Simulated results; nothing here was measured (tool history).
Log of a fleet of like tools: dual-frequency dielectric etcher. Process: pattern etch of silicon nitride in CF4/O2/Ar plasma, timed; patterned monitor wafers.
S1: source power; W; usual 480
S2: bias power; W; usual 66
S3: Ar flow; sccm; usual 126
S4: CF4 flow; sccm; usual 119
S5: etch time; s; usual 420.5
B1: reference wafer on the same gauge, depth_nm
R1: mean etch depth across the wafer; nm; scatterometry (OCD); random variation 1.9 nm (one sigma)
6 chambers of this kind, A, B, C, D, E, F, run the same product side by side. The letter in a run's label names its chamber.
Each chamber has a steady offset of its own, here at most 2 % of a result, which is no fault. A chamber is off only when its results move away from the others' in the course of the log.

run 1A day=0.225 | S1=480 S2=66 S3=126 S4=119 S5=420.5 | B1=847.16 | R1=863.82
run 2C day=0.675 | S1=480 S2=66 S3=126 S4=119 S5=420.5 | B1=846.62 | R1=848.14
run 3E day=1.15 | S1=480 S2=66 S3=126 S4=119 S5=420.5 | B1=847.11 | R1=843.98
run 4F day=1.538 | S1=480 S2=66 S3=126 S4=119 S5=420.5 | B1=846.83 | R1=856.56
-- day=1.592 chamber A: wet clean of the chamber
run 5B day=2.029 | S1=480 S2=66 S3=126 S4=119 S5=420.5 | B1=847.13 | R1=843.59
run 6D day=2.462 | S1=480 S2=66 S3=126 S4=119 S5=420.5 | B1=847.01 | R1=863
run 7B day=2.717 | S1=480 S2=66 S3=126 S4=119 S5=420.5 | B1=847.35 | R1=846.63
-- day=2.921 chamber E: wet clean of the chamber
run 8E day=3.175 | S1=480 S2=66 S3=138 S4=119 S5=328 | B1=847.04 | R1=651.03
-- day=3.429 chamber C: bias power generator calibrated
run 9C day=3.533 | S1=480 S2=66 S3=138 S4=119 S5=328 | B1=847.56 | R1=656.9
run 10F day=3.958 | S1=480 S2=66 S3=138 S4=119 S5=328 | B1=846.25 | R1=658
run 11A day=4.338 | S1=480 S2=66 S3=138 S4=119 S5=328 | B1=847.01 | R1=667.44
run 12D day=4.567 | S1=480 S2=66 S3=138 S4=119 S5=328 | B1=847.12 | R1=670.92
run 13E day=4.858 | S1=480 S2=66 S3=138 S4=119 S5=328 | B1=847.06 | R1=649.36
-- day=4.908 chamber B: wet clean of the chamber
run 14B day=5.233 | S1=480 S2=66 S3=126 S4=119 S5=420.5 | B1=847.45 | R1=842.44
run 15F day=5.646 | S1=480 S2=66 S3=126 S4=119 S5=420.5 | B1=847.25 | R1=855.47
run 16A day=5.875 | S1=480 S2=66 S3=126 S4=119 S5=312.5 | B1=847.07 | R1=642.59
run 17C day=6.138 | S1=480 S2=66 S3=126 S4=119 S5=312.5 | B1=847.35 | R1=632.35
run 18D day=6.588 | S1=480 S2=66 S3=126 S4=119 S5=312.5 | B1=847.04 | R1=644.87
-- day=6.592 chamber B: bias power generator calibrated
run 19B day=6.95 | S1=480 S2=66 S3=126 S4=119 S5=312.5 | B1=846.84 | R1=628.65
run 20C day=7.204 | S1=480 S2=66 S3=126 S4=119 S5=312.5 | B1=846.91 | R1=628.08
-- day=7.408 chamber A: bias power generator calibrated
run 21D day=7.642 | S1=480 S2=66 S3=126 S4=119 S5=312.5 | B1=846.75 | R1=642.65
run 22E day=7.95 | S1=480 S2=66 S3=126 S4=119 S5=420.5 | B1=847.12 | R1=844.62
run 23F day=8.283 | S1=480 S2=66 S3=126 S4=119 S5=420.5 | B1=846.86 | R1=855.52
run 24A day=8.738 | S1=480 S2=66 S3=126 S4=119 S5=420.5 | B1=847.14 | R1=882.2
run 25A day=8.992 | S1=480 S2=66 S3=126 S4=119 S5=420.5 | B1=846.5 | R1=881.25
run 26D day=9.279 | S1=480 S2=66 S3=126 S4=119 S5=420.5 | B1=847.08 | R1=863.32
run 27C day=9.625 | S1=480 S2=66 S3=126 S4=119 S5=420.5 | B1=846.87 | R1=846.92
run 28E day=9.967 | S1=480 S2=66 S3=126 S4=119 S5=420.5 | B1=846.29 | R1=844.81
-- day=10.25 chamber F: source power generator calibrated
run 29B day=10.288 | S1=480 S2=66 S3=126 S4=119 S5=420.5 | B1=847.28 | R1=843.81
run 30F day=10.567 | S1=480 S2=66 S3=126 S4=119 S5=420.5 | B1=847.59 | R1=855.86
run 31E day=10.933 | S1=480 S2=66 S3=126 S4=119 S5=420.5 | B1=846.93 | R1=845.86
run 32D day=11.283 | S1=480 S2=66 S3=126 S4=119 S5=420.5 | B1=847.15 | R1=869.81
run 33C day=11.767 | S1=480 S2=66 S3=126 S4=119 S5=420.5 | B1=847.4 | R1=845.39
run 34B day=12.221 | S1=480 S2=66 S3=126 S4=119 S5=420.5 | B1=846.9 | R1=849.02
run 35F day=12.483 | S1=480 S2=66 S3=126 S4=119 S5=420.5 | B1=846.97 | R1=855.25
run 36A day=12.833 | S1=480 S2=66 S3=126 S4=119 S5=420.5 | B1=846.94 | R1=880.52

All 6 chambers run these settings next. Forecast each chamber's results:
run 37A day=13.188 | S1=480 S2=66 S3=126 S4=119 S5=420.5 | R1=?
run 37B day=13.188 | S1=480 S2=66 S3=126 S4=119 S5=420.5 | R1=?
run 37C day=13.188 | S1=480 S2=66 S3=126 S4=119 S5=420.5 | R1=?
run 37D day=13.188 | S1=480 S2=66 S3=126 S4=119 S5=420.5 | R1=?
run 37E day=13.188 | S1=480 S2=66 S3=126 S4=119 S5=420.5 | R1=?
run 37F day=13.188 | S1=480 S2=66 S3=126 S4=119 S5=420.5 | R1=?

run=37A R1=883.03
run=37B R1=844.88
run=37C R1=843.73
run=37D R1=868.67
run=37E R1=847.79
run=37F R1=854.72
